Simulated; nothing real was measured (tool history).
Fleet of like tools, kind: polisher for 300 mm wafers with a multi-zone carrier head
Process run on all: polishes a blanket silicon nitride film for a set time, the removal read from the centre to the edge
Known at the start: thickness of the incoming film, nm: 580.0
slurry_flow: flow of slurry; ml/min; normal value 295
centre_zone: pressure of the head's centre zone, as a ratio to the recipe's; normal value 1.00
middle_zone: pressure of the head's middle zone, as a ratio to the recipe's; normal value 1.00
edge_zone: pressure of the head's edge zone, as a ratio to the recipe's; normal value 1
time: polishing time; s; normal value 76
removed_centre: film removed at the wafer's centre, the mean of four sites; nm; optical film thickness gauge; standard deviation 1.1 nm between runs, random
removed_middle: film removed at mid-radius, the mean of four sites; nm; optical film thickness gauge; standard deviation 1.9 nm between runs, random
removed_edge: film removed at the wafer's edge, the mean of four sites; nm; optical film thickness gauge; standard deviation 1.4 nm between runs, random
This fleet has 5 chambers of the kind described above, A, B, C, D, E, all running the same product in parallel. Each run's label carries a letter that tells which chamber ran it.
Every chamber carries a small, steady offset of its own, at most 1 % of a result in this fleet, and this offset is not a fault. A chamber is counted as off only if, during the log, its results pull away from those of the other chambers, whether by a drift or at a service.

-- hour=1.5 chamber E: slurry nozzle cleaned
run 1A hour=2.5 | slurry_flow=295 centre_zone=1.00 middle_zone=1.00 edge_zone=1 time=76 | removed_centre=162.35 removed_middle=159.97 removed_edge=165.32
run 2D hour=4.5 | slurry_flow=295 centre_zone=1.00 middle_zone=1.00 edge_zone=1 time=76 | removed_centre=165.28 removed_middle=166.38 removed_edge=160.34
run 3E hour=7.7 | slurry_flow=295 centre_zone=1.00 middle_zone=1.00 edge_zone=1 time=76 | removed_centre=162.13 removed_middle=163.99 removed_edge=163.48
run 4C hour=10.2 | slurry_flow=295 centre_zone=1.00 middle_zone=1.00 edge_zone=1 time=76 | removed_centre=164.97 removed_middle=163.03 removed_edge=162.08
run 5B hour=12.1 | slurry_flow=295 centre_zone=1.00 middle_zone=1.00 edge_zone=1 time=76 | removed_centre=161.79 removed_middle=163.58 removed_edge=159.80
run 6D hour=15.8 | slurry_flow=295 centre_zone=1.00 middle_zone=1.00 edge_zone=1 time=76 | removed_centre=164.77 removed_middle=162.68 removed_edge=165.84
run 7C hour=18.6 | slurry_flow=295 centre_zone=1.00 middle_zone=1.00 edge_zone=1 time=76 | removed_centre=165.85 removed_middle=163.72 removed_edge=162.91
run 8B hour=22.8 | slurry_flow=295 centre_zone=1.00 middle_zone=1.00 edge_zone=1 time=76 | removed_centre=161.58 removed_middle=164.75 removed_edge=164.55
run 9E hour=26.4 | slurry_flow=295 centre_zone=1.00 middle_zone=1.00 edge_zone=1 time=76 | removed_centre=163.60 removed_middle=161.46 removed_edge=164.09
run 10A hour=29.2 | slurry_flow=295 centre_zone=1.00 middle_zone=1.00 edge_zone=1 time=76 | removed_centre=161.72 removed_middle=160.84 removed_edge=165.47
run 11C hour=31.1 | slurry_flow=295 centre_zone=1.00 middle_zone=1.00 edge_zone=1 time=76 | removed_centre=163.73 removed_middle=163.47 removed_edge=161.41
run 12D hour=34.9 | slurry_flow=295 centre_zone=1.00 middle_zone=1.00 edge_zone=1 time=76 | removed_centre=164.26 removed_middle=164.15 removed_edge=164.76
run 13A hour=38.2 | slurry_flow=295 centre_zone=1.00 middle_zone=1.00 edge_zone=1 time=76 | removed_centre=160.96 removed_middle=161.05 removed_edge=163.70
run 14B hour=40.2 | slurry_flow=295 centre_zone=1.00 middle_zone=1.00 edge_zone=1 time=76 | removed_centre=163.86 removed_middle=160.86 removed_edge=160.14
run 15E hour=42.8 | slurry_flow=295 centre_zone=1.00 middle_zone=1.00 edge_zone=1 time=76 | removed_centre=161.45 removed_middle=163.86 removed_edge=162.21
run 16E hour=47.0 | slurry_flow=295 centre_zone=1.00 middle_zone=1.00 edge_zone=1 time=76 | removed_centre=163.02 removed_middle=160.21 removed_edge=162.92
-- hour=47.9 chamber E: worn pad replaced by a new one
run 17D hour=49.0 | slurry_flow=295 centre_zone=1.00 middle_zone=0.96 edge_zone=1 time=76 | removed_centre=162.95 removed_middle=160.23 removed_edge=162.80
-- hour=51.0 chamber B: worn pad replaced by a new one
run 18A hour=53.2 | slurry_flow=295 centre_zone=1.00 middle_zone=0.96 edge_zone=1 time=76 | removed_centre=161.44 removed_middle=155.88 removed_edge=163.83
run 19B hour=55.6 | slurry_flow=295 centre_zone=1.00 middle_zone=0.96 edge_zone=1 time=76 | removed_centre=161.81 removed_middle=154.75 removed_edge=161.50
run 20C hour=59.1 | slurry_flow=295 centre_zone=1.00 middle_zone=0.96 edge_zone=1 time=76 | removed_centre=163.62 removed_middle=155.57 removed_edge=162.22
run 21A hour=62.2 | slurry_flow=295 centre_zone=1.00 middle_zone=0.96 edge_zone=1 time=76 | removed_centre=160.78 removed_middle=154.67 removed_edge=160.79
run 22B hour=65.5 | slurry_flow=295 centre_zone=1.00 middle_zone=1.00 edge_zone=1 time=76 | removed_centre=163.80 removed_middle=159.41 removed_edge=162.41
run 23C hour=69.2 | slurry_flow=295 centre_zone=1.00 middle_zone=1.00 edge_zone=1 time=76 | removed_centre=164.45 removed_middle=163.62 removed_edge=160.13
run 24E hour=72.1 | slurry_flow=360 centre_zone=1.05 middle_zone=1.00 edge_zone=1 time=76 | removed_centre=175.50 removed_middle=167.25 removed_edge=164.59
-- hour=73.6 chamber C: worn pad replaced by a new one
run 25D hour=74.6 | slurry_flow=360 centre_zone=1.05 middle_zone=1.00 edge_zone=1 time=76 | removed_centre=177.69 removed_middle=166.86 removed_edge=165.30
-- hour=74.8 chamber C: centre zone pressure recalibrated
run 26C hour=78.3 | slurry_flow=360 centre_zone=1.05 middle_zone=1.00 edge_zone=1 time=76 | removed_centre=175.88 removed_middle=162.79 removed_edge=165.23
run 27A hour=81.6 | slurry_flow=360 centre_zone=1.05 middle_zone=1.00 edge_zone=1 time=76 | removed_centre=171.71 removed_middle=164.33 removed_edge=163.07
run 28D hour=85.2 | slurry_flow=360 centre_zone=1.05 middle_zone=1.00 edge_zone=1 time=76 | removed_centre=175.82 removed_middle=166.64 removed_edge=165.52
-- hour=85.7 chamber C: slurry nozzle cleaned
run 29E hour=88.6 | slurry_flow=295 centre_zone=1.00 middle_zone=1.00 edge_zone=1 time=76 | removed_centre=161.95 removed_middle=160.44 removed_edge=162.74
run 30B hour=90.7 | slurry_flow=295 centre_zone=1.00 middle_zone=1.00 edge_zone=1 time=76 | removed_centre=161.92 removed_middle=161.81 removed_edge=159.84
run 31D hour=94.1 | slurry_flow=295 centre_zone=1.00 middle_zone=1.00 edge_zone=1 time=76 | removed_centre=162.24 removed_middle=160.50 removed_edge=162.19
run 32A hour=96.0 | slurry_flow=295 centre_zone=1.00 middle_zone=1.00 edge_zone=1 time=76 | removed_centre=158.73 removed_middle=157.04 removed_edge=161.54
-- hour=96.1 chamber D: worn pad replaced by a new one
run 33E hour=98.8 | slurry_flow=295 centre_zone=1.00 middle_zone=1.00 edge_zone=1 time=76 | removed_centre=162.72 removed_middle=160.34 removed_edge=164.36
run 34B hour=101.7 | slurry_flow=295 centre_zone=1.00 middle_zone=1.00 edge_zone=1 time=76 | removed_centre=160.81 removed_middle=165.34 removed_edge=160.95
-- hour=103.4 chamber E: worn pad replaced by a new one
run 35C hour=103.9 | slurry_flow=295 centre_zone=1.00 middle_zone=1.00 edge_zone=1 time=76 | removed_centre=163.67 removed_middle=163.46 removed_edge=160.61
run 36E hour=107.8 | slurry_flow=295 centre_zone=1.00 middle_zone=1.00 edge_zone=1 time=76 | removed_centre=162.00 removed_middle=165.17 removed_edge=166.83
run 37B hour=111.8 | slurry_flow=295 centre_zone=1.00 middle_zone=1.00 edge_zone=1 time=76 | removed_centre=163.21 removed_middle=160.95 removed_edge=163.66
run 38A hour=114.6 | slurry_flow=295 centre_zone=1.00 middle_zone=1.00 edge_zone=1 time=76 | removed_centre=156.59 removed_middle=154.03 removed_edge=159.49
run 39D hour=118.0 | slurry_flow=295 centre_zone=1.00 middle_zone=1.00 edge_zone=1 time=76 | removed_centre=165.04 removed_middle=164.94 removed_edge=162.00
run 40C hour=119.9 | slurry_flow=295 centre_zone=1.00 middle_zone=1.00 edge_zone=1 time=102 | removed_centre=220.00 removed_middle=218.83 removed_edge=218.59
-- hour=120.5 chamber B: worn pad replaced by a new one
-- hour=122.6 chamber B: slurry nozzle cleaned
run 41D hour=123.8 | slurry_flow=295 centre_zone=1.00 middle_zone=1.00 edge_zone=1 time=102 | removed_centre=220.57 removed_middle=221.37 removed_edge=218.65
run 42B hour=128.3 | slurry_flow=295 centre_zone=1.00 middle_zone=1.00 edge_zone=1 time=102 | removed_centre=216.64 removed_middle=215.68 removed_edge=217.13
run 43A hour=132.4 | slurry_flow=295 centre_zone=1.00 middle_zone=1.00 edge_zone=1 time=102 | removed_centre=214.10 removed_middle=208.64 removed_edge=213.21

Read the log: is a single chamber off, either drifting away or since a service, is the gauge that measures every chamber drifting, or is nothing wrong beyond small per-chamber offsets? Name any odd chamber and what most likely caused it.

Chamber A drifts away from the others.
Most likely cause: removal rate lost through wear of the pad, % = 3.86.
From this log alone, it may not be told apart from: slurry flow missing at the pad, %.

Here are 4 candidates for chamber A's next run, each the usual settings with a change, their results left as question marks. Which one brings its results back in line with what the others give on the usual settings?
Counts as in line when no further than this from what the other chambers average on the usual settings: removed_centre 3.80 nm; removed_middle 6.50 nm; removed_edge 4.90 nm
run 44A-1 hour=135.6 | slurry_flow=295 centre_zone=0.99 middle_zone=0.99 edge_zone=1.01 time=74 | removed_centre=? removed_middle=? removed_edge=?
run 44A-2 hour=135.6 | slurry_flow=290 centre_zone=0.98 middle_zone=0.97 edge_zone=1.02 time=71 | removed_centre=? removed_middle=? removed_edge=?
run 44A-3 hour=135.6 | slurry_flow=295 centre_zone=1.01 middle_zone=1.01 edge_zone=0.99 time=78 | removed_centre=? removed_middle=? removed_edge=?
run 44A-4 hour=135.6 | slurry_flow=300 centre_zone=1.02 middle_zone=1.03 edge_zone=0.98 time=81 | removed_centre=? removed_middle=? removed_edge=?

On the usual settings, the other chambers give on average: removed_centre 163.35 nm; removed_middle 162.70 nm; removed_edge 162.83 nm
run=44A-1 removed_centre=151.09 removed_middle=150.36 removed_edge=155.95
run=44A-2 removed_centre=143.08 removed_middle=141.32 removed_edge=150.24
run=44A-3 removed_centre=162.76 removed_middle=161.43 removed_edge=162.65
run=44A-4 removed_centre=171.17 removed_middle=171.00 removed_edge=168.19
The right change is 44A-3: it brings the chamber back within the allowed miss of the others.

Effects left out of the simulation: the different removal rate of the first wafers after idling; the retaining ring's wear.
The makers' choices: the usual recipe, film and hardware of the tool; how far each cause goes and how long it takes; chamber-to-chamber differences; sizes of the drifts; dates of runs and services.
